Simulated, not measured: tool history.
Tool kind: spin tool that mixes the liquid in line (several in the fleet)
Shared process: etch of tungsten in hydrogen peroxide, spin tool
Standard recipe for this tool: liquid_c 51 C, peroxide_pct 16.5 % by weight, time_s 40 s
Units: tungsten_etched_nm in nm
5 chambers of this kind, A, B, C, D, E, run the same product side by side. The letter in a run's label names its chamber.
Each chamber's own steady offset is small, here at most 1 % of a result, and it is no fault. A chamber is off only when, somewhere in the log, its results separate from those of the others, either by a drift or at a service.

run,hour,liquid_c,peroxide_pct,time_s,hours since the thermometer was replaced,hours since the peroxide flow meter was replaced,hours since the heated supply line was repaired,hours since the drum of peroxide was connected,"read-back film thickness of the tungsten reference wafer, read on the same gauge (nm)",tungsten_etched_nm
# hour 3: chamber A: new drum of peroxide connected
1C,9.7,51,16.5,40,346.1,168.5,2351.6,474.5,120,32.442
2E,16.9,51,16.5,40,664,327.4,860.1,322.4,120.01,31.975
3B,21.2,51,16.5,40,181.9,965,418.4,713.3,120.01,32.589
4A,29,51,16.5,40,245.7,177.5,1354.1,26,119.99,32.529
5D,34.6,51,16.5,40,246.5,729.2,1560.7,280.6,120,33.063
6B,39.8,51,16.5,40,200.5,983.6,437,731.9,120.02,32.881
7E,46.6,51,16.5,40,693.7,357.1,889.8,352.1,120,32.577
8D,53.6,51,16.5,40,265.5,748.2,1579.7,299.6,120.03,32.845
9A,62.3,51,16.5,40,279,210.8,1387.4,59.3,120.01,32.532
10C,71.5,59.5,16.5,25,407.9,230.3,2413.4,536.3,120,33.343
11E,80.4,59.5,16.5,25,727.5,390.9,923.6,385.9,119.99,34.504
12A,89.8,59.5,16.5,25,306.5,238.3,1414.9,86.8,119.98,33.419
13D,98.6,59.5,16.5,25,310.5,793.2,1624.7,344.6,120,33.47
14C,106,59.5,16.5,25,442.4,264.8,2447.9,570.8,119.99,33.905
15B,111.1,51,16.5,40,271.8,1054.9,508.3,803.2,120,31.603
16B,118.3,51,16.5,40,279,1062.1,515.5,810.4,120.01,31.728
17E,123.8,51,16.5,40,770.9,434.3,967,429.3,120,32.856
18C,129.6,51,16.5,40,466,288.4,2471.5,594.4,120,32.138
19A,134,51,16.5,40,350.7,282.5,1459.1,131,120,32.696
20D,139.6,41.5,20,40,351.5,834.2,1665.7,385.6,120,19.706
21B,147.2,41.5,20,40,307.9,1091,544.4,839.3,120.02,19.363
# hour 154.8: chamber A: heated supply line repaired
22E,155.9,41.5,20,40,803,466.4,999.1,461.4,120,19.492
23A,160.6,41.5,20,40,377.3,309.1,5.8,157.6,120,19.628
24C,167.5,41.5,20,40,503.9,326.3,2509.4,632.3,120,19.358
# hour 170.9: chamber D: heated supply line repaired
25D,176.6,51,16.5,25,388.5,871.2,5.7,422.6,120.01,20.187
26D,182,51,16.5,25,393.9,876.6,11.1,428,120,20.341
27C,187.4,51,16.5,25,523.8,346.2,2529.3,652.2,119.99,20.337
28A,195.4,51,16.5,25,412.1,343.9,40.6,192.4,120.01,20.192
29B,204.4,51,16.5,25,365.1,1148.2,601.6,896.5,120.02,19.016
30E,213.7,51,16.5,40,860.8,524.2,1056.9,519.2,119.99,32.527
31E,222.2,51,16.5,40,869.3,532.7,1065.4,527.7,120.02,32.525

The same settings go to every chamber for the next run, one line per chamber below. Forecast the results for each:
32A,229.2,58,16.5,40,,,,,,?
32B,229.2,58,16.5,40,,,,,,?
32C,229.2,58,16.5,40,,,,,,?
32D,229.2,58,16.5,40,,,,,,?
32E,229.2,58,16.5,40,,,,,,?

run,tungsten_etched_nm
32A,49.43
32B,46.456
32C,49.556
32D,49.542
32E,49.82
